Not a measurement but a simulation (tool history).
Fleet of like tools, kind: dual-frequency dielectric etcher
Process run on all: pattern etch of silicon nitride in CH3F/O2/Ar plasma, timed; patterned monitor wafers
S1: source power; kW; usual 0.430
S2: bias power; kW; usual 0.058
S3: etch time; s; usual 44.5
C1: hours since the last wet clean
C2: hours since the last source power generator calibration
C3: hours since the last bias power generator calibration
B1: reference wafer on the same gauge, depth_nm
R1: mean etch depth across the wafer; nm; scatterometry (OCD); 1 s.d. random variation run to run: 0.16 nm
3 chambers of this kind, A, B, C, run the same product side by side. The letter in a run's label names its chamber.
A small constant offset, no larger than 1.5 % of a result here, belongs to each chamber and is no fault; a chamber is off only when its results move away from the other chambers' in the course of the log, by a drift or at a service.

run 1B hour=4.0 | S1=0.430 S2=0.058 S3=44.5 | C1=414.5 C2=872.8 C3=68.4 | B1=28.107 | R1=29.930
run 2A hour=7.7 | S1=0.430 S2=0.058 S3=44.5 | C1=191.4 C2=1384.4 C3=2270.8 | B1=28.075 | R1=29.573
run 3C hour=12.2 | S1=0.430 S2=0.058 S3=44.5 | C1=587.6 C2=671.7 C3=1547.4 | B1=28.083 | R1=29.793
run 4A hour=16.2 | S1=0.430 S2=0.058 S3=44.5 | C1=199.9 C2=1392.9 C3=2279.3 | B1=28.073 | R1=29.783
run 5B hour=19.5 | S1=0.430 S2=0.058 S3=44.5 | C1=430.0 C2=888.3 C3=83.9 | B1=28.121 | R1=29.969
run 6C hour=23.7 | S1=0.430 S2=0.058 S3=44.5 | C1=599.1 C2=683.2 C3=1558.9 | B1=28.103 | R1=29.921
run 7C hour=28.8 | S1=0.470 S2=0.068 S3=44.5 | C1=604.2 C2=688.3 C3=1564.0 | B1=28.095 | R1=32.488
run 8B hour=34.2 | S1=0.470 S2=0.068 S3=44.5 | C1=444.7 C2=903.0 C3=98.6 | B1=28.085 | R1=32.848
run 9A hour=38.6 | S1=0.470 S2=0.068 S3=44.5 | C1=222.3 C2=1415.3 C3=2301.7 | B1=28.135 | R1=31.972
run 10B hour=42.9 | S1=0.430 S2=0.058 S3=44.5 | C1=453.4 C2=911.7 C3=107.3 | B1=28.090 | R1=30.132
-- hour=45.6 chamber C: wet clean of the chamber
run 11C hour=47.8 | S1=0.430 S2=0.058 S3=44.5 | C1=2.2 C2=707.3 C3=1583.0 | B1=28.128 | R1=29.663
run 12A hour=52.6 | S1=0.430 S2=0.058 S3=44.5 | C1=236.3 C2=1429.3 C3=2315.7 | B1=28.095 | R1=29.213
run 13A hour=56.6 | S1=0.430 S2=0.058 S3=44.5 | C1=240.3 C2=1433.3 C3=2319.7 | B1=28.102 | R1=28.964
run 14C hour=60.5 | S1=0.430 S2=0.058 S3=44.5 | C1=14.9 C2=720.0 C3=1595.7 | B1=28.105 | R1=29.457
run 15B hour=65.4 | S1=0.430 S2=0.058 S3=44.5 | C1=475.9 C2=934.2 C3=129.8 | B1=28.148 | R1=30.279
run 16A hour=68.9 | S1=0.430 S2=0.058 S3=44.5 | C1=252.6 C2=1445.6 C3=2332.0 | B1=28.104 | R1=29.006
run 17C hour=72.5 | S1=0.430 S2=0.058 S3=44.5 | C1=26.9 C2=732.0 C3=1607.7 | B1=28.115 | R1=29.767
run 18B hour=77.3 | S1=0.430 S2=0.049 S3=52.5 | C1=487.8 C2=946.1 C3=141.7 | B1=28.105 | R1=33.461
run 19B hour=80.4 | S1=0.430 S2=0.049 S3=52.5 | C1=490.9 C2=949.2 C3=144.8 | B1=28.078 | R1=33.894
run 20A hour=83.6 | S1=0.430 S2=0.049 S3=52.5 | C1=267.3 C2=1460.3 C3=2346.7 | B1=28.092 | R1=32.205
run 21C hour=87.3 | S1=0.430 S2=0.058 S3=44.5 | C1=41.7 C2=746.8 C3=1622.5 | B1=28.069 | R1=29.550
run 22B hour=92.0 | S1=0.430 S2=0.058 S3=44.5 | C1=502.5 C2=960.8 C3=156.4 | B1=28.068 | R1=29.924
run 23C hour=94.6 | S1=0.430 S2=0.058 S3=44.5 | C1=49.0 C2=754.1 C3=1629.8 | B1=28.092 | R1=29.676
run 24A hour=99.3 | S1=0.390 S2=0.070 S3=44.5 | C1=283.0 C2=1476.0 C3=2362.4 | B1=28.077 | R1=29.338
run 25B hour=103.0 | S1=0.390 S2=0.070 S3=44.5 | C1=513.5 C2=971.8 C3=167.4 | B1=28.089 | R1=31.123
run 26A hour=107.5 | S1=0.390 S2=0.070 S3=44.5 | C1=291.2 C2=1484.2 C3=2370.6 | B1=28.074 | R1=29.128
run 27C hour=111.0 | S1=0.430 S2=0.058 S3=44.5 | C1=65.4 C2=770.5 C3=1646.2 | B1=28.103 | R1=29.689

What goes on in this fleet: one chamber off, a drifting gauge, or nothing beyond the chambers' own small offsets? Name the chamber and the cause, if any.

It is chamber A that slowly wanders off from its peers.
Likeliest cause: etch rate under this chamber's usual, % = 5.14.

Which of the 4 candidates below, each the usual settings with something changed and its results left as question marks, puts chamber A back in line with what the other chambers give on the usual settings?
Maximum distance from the other chambers' mean on the usual settings for a result to count as in line: R1 0.560 nm
run 28A-1 hour=114.9 | S1=0.430 S2=0.058 S3=43.5 | R1=?
run 28A-2 hour=114.9 | S1=0.430 S2=0.062 S3=44.5 | R1=?
run 28A-3 hour=114.9 | S1=0.420 S2=0.058 S3=42.0 | R1=?
run 28A-4 hour=114.9 | S1=0.440 S2=0.058 S3=47.0 | R1=?

Mean of the other chambers on the usual settings: R1 29.905 nm
run=28A-1 R1=27.539
run=28A-2 R1=28.785
run=28A-3 R1=26.349
run=28A-4 R1=30.019
28A-4 is the one that brings the chamber's results back in line with the other chambers.

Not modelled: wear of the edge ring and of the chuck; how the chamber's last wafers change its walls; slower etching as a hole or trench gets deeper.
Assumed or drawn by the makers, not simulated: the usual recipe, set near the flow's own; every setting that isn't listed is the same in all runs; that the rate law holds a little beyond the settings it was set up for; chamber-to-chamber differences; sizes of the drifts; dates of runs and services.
